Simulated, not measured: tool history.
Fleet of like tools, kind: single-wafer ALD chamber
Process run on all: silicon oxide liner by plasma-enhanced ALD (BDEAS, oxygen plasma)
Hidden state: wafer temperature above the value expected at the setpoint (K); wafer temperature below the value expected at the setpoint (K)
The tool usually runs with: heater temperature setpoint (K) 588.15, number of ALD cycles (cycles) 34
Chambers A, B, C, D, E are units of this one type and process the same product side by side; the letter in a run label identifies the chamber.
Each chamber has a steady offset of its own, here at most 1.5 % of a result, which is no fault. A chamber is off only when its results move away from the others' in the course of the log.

run	hour	heater temperature setpoint (K)	number of ALD cycles (cycles)	hours since the last thermocouple change	read-back reference wafer on the same gauge, thickness_nm	mean film thickness on the monitor wafer (nm)
1A	2.6	588.15	34	40.6	3.0196	3.0846
2B	6.8	588.15	34	1080.9	3.0208	3.0866
3E	9.8	588.15	34	355.5	3.0203	3.0827
4C	14.6	588.15	34	325.1	3.0214	3.0565
5D	17	588.15	34	380.2	3.0218	3.1071
6C	20.5	595.15	34	331	3.0223	3.0253
7B	23.8	595.15	34	1097.9	3.0228	3.0593
8E	26.4	595.15	34	372.1	3.0226	3.0594
9A	29.1	595.15	34	67.1	3.0225	3.049
10D	33.5	595.15	34	396.7	3.0228	3.0837
11B	36.6	588.15	37	1110.7	3.0233	3.3594
12D	41.5	588.15	37	404.7	3.0239	3.3848
13E	45.2	588.15	37	390.9	3.0245	3.3707
14C	47.7	588.15	37	358.2	3.0245	3.3306
15A	51.3	588.15	37	89.3	3.024	3.3585
16E	54.5	588.15	34	400.2	3.0252	3.0942
17B	58.6	588.15	34	1132.7	3.0247	3.0889
18A	62.1	588.15	34	100.1	3.0257	3.0808
19C	65.7	588.15	34	376.2	3.0256	3.0566
20D	69.1	588.15	34	432.3	3.0265	3.1169
21E	71.9	588.15	34	417.6	3.0263	3.092
22B	76.5	588.15	34	1150.6	3.0273	3.0923
23C	78.8	588.15	34	389.3	3.0264	3.0629
24D	82.3	588.15	34	445.5	3.0281	3.1178
25A	86.8	588.15	34	124.8	3.0281	3.0856
26C	89.3	588.15	34	399.8	3.0283	3.067
27D	94.2	588.15	34	457.4	3.0287	3.1166
28A	96.7	588.15	34	134.7	3.0285	3.0904
29B	100.4	588.15	37	1174.5	3.0292	3.3671
30E	103.3	588.15	37	449	3.0293	3.365
31E	106.3	588.15	37	452	3.0297	3.3766
32B	111.3	588.15	37	1185.4	3.0297	3.3684
33C	114.1	588.15	37	424.6	3.0299	3.331
34A	118.4	588.15	34	156.4	3.0301	3.096
35D	120.9	588.15	34	484.1	3.0309	3.1235
36C	123.2	588.15	34	433.7	3.0312	3.0621
37D	127.2	588.15	34	490.4	3.0312	3.1133
38A	130.2	588.15	34	168.2	3.0314	3.0897
39E	134.1	588.15	34	479.8	3.032	3.1
40B	136.3	588.15	34	1210.4	3.0327	3.1
41A	139.4	588.15	29	177.4	3.0326	2.6412
42E	141.9	588.15	29	487.6	3.0322	2.6447

Each of the 5 chambers runs these same settings next. Fill in every chamber's results:
43A	145.4	582.15	34			?
43B	145.4	582.15	34			?
43C	145.4	582.15	34			?
43D	145.4	582.15	34			?
43E	145.4	582.15	34			?

run	mean film thickness on the monitor wafer (nm)
43A	3.1209
43B	3.1255
43C	3.0961
43D	3.1428
43E	3.124
